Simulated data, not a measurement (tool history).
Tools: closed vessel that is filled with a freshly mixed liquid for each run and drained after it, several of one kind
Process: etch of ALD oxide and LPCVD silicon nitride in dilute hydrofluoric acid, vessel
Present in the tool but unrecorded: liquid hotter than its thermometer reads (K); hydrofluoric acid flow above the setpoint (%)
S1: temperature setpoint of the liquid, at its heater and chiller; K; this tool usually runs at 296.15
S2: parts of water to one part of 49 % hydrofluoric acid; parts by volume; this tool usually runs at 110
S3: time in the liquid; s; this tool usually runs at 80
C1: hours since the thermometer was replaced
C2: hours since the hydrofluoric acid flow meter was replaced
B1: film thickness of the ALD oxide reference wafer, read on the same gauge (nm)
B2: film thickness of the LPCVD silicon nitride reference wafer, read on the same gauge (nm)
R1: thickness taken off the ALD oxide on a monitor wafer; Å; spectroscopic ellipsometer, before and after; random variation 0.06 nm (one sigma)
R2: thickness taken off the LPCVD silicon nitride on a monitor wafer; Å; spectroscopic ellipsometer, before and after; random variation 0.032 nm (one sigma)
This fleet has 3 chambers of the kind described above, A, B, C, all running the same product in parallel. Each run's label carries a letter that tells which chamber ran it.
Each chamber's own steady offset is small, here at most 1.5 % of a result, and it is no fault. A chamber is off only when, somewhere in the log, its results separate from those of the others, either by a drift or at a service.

run	hour	S1	S2	S3	C1	C2	B1	B2	R1	R2
1A	3.5	296.15	110	80	370.7	278.0	99.996	110.01	67.793	3.40270
2B	7.6	296.15	110	80	208.4	578.3	99.995	110.02	67.785	2.92420
3C	11.9	296.15	110	80	117.6	1415.1	99.991	110.01	68.497	3.28950
4A	17.5	296.15	110	80	384.7	292.0	100.010	110.00	67.763	3.27400
5C	21.7	296.15	110	80	127.4	1424.9	99.985	109.95	67.268	3.76080
6B	25.4	296.15	110	80	226.2	596.1	100.010	110.02	67.191	3.11920
7C	30.1	296.15	110	80	135.8	1433.3	100.020	110.01	67.342	3.36500
8A	36.7	296.15	110	80	403.9	311.2	99.991	109.95	67.376	2.82490
9B	43.6	296.15	110	80	244.4	614.3	99.999	110.02	67.567	3.05040
10B	48.9	296.15	110	80	249.7	619.6	100.010	110.02	67.173	3.28720
11A	55.0	296.15	110	80	422.2	329.5	99.969	110.01	68.266	2.77030
12C	61.0	296.15	110	80	166.7	1464.2	100.000	110.00	68.717	3.25010
13B	65.8	296.15	110	80	266.6	636.5	100.000	110.01	67.744	3.28390
14A	72.7	296.15	110	80	439.9	347.2	100.020	110.00	67.831	3.26940
15C	79.4	296.15	110	80	185.1	1482.6	100.020	109.95	67.878	2.47210
16B	85.3	291.65	130	80	286.1	656.0	100.010	110.02	46.839	1.82660
17C	90.0	291.65	130	80	195.7	1493.2	100.000	109.99	47.112	1.81600
18A	95.1	291.65	130	80	462.3	369.6	100.010	110.00	47.407	1.92300
19C	98.3	292.65	110	35	204.0	1501.5	100.010	109.98	25.848	0.96944
20B	105.1	292.65	110	35	305.9	675.8	100.010	110.02	25.429	1.06120
21A	108.4	292.65	110	35	475.6	382.9	100.030	110.03	25.963	1.08960
22C	113.8	296.15	110	80	219.5	1517.0	100.020	110.03	68.617	3.19430
23A	119.3	296.15	110	80	486.5	393.8	100.030	110.00	67.559	3.19640
24B	125.9	296.15	110	80	326.7	696.6	100.010	109.98	67.815	2.43200
25B	132.0	296.15	110	80	332.8	702.7	99.996	110.02	67.099	2.78310
26A	135.2	296.15	110	80	502.4	409.7	100.020	109.97	67.081	3.28400
27C	138.3	296.15	110	80	244.0	1541.5	100.010	110.01	68.260	3.45750
28A	144.4	296.15	110	80	511.6	418.9	99.999	110.03	67.468	3.32110
29B	147.7	296.15	110	80	348.5	718.4	100.000	109.99	67.044	3.43570
30C	154.4	296.15	110	80	260.1	1557.6	100.010	110.05	68.498	2.55010
31B	160.4	300.65	110	120	361.2	731.1	100.010	109.99	120.000	6.25120
32A	165.8	300.65	110	120	533.0	440.3	99.995	110.01	120.910	6.53250
33C	169.1	300.65	110	120	274.8	1572.3	99.997	110.00	121.020	6.33600
34A	175.3	296.15	110	80	542.5	449.8	99.999	109.99	66.059	3.15100
35B	178.4	296.15	110	80	379.2	749.1	99.982	110.02	66.750	3.05370
36C	184.3	296.15	110	80	290.0	1587.5	100.020	110.02	68.695	3.10410
37A	189.2	296.15	110	80	556.4	463.7	100.010	109.99	67.679	2.81000
38B	192.4	296.15	110	80	393.2	763.1	99.996	110.02	66.677	2.94980
39C	196.7	296.15	110	80	302.4	1599.9	100.000	109.93	67.589	2.92960
40A	200.7	296.15	110	80	567.9	475.2	100.030	109.99	67.753	3.26610
41C	204.7	298.15	60	80	310.4	1607.9	100.010	109.99	146.510	7.11890
42B	208.4	298.15	60	80	409.2	779.1	99.996	110.02	143.010	6.35570
43A	213.6	298.15	60	80	580.8	488.1	100.000	110.02	142.550	6.65050

All 3 chambers run these settings next. Forecast each chamber's results:
44A	218.6	296.15	65	80					?	?
44B	218.6	296.15	65	80					?	?
44C	218.6	296.15	65	80					?	?

run	R1	R2
44A	120.230	4.67350
44B	121.360	6.51090
44C	119.510	5.06570
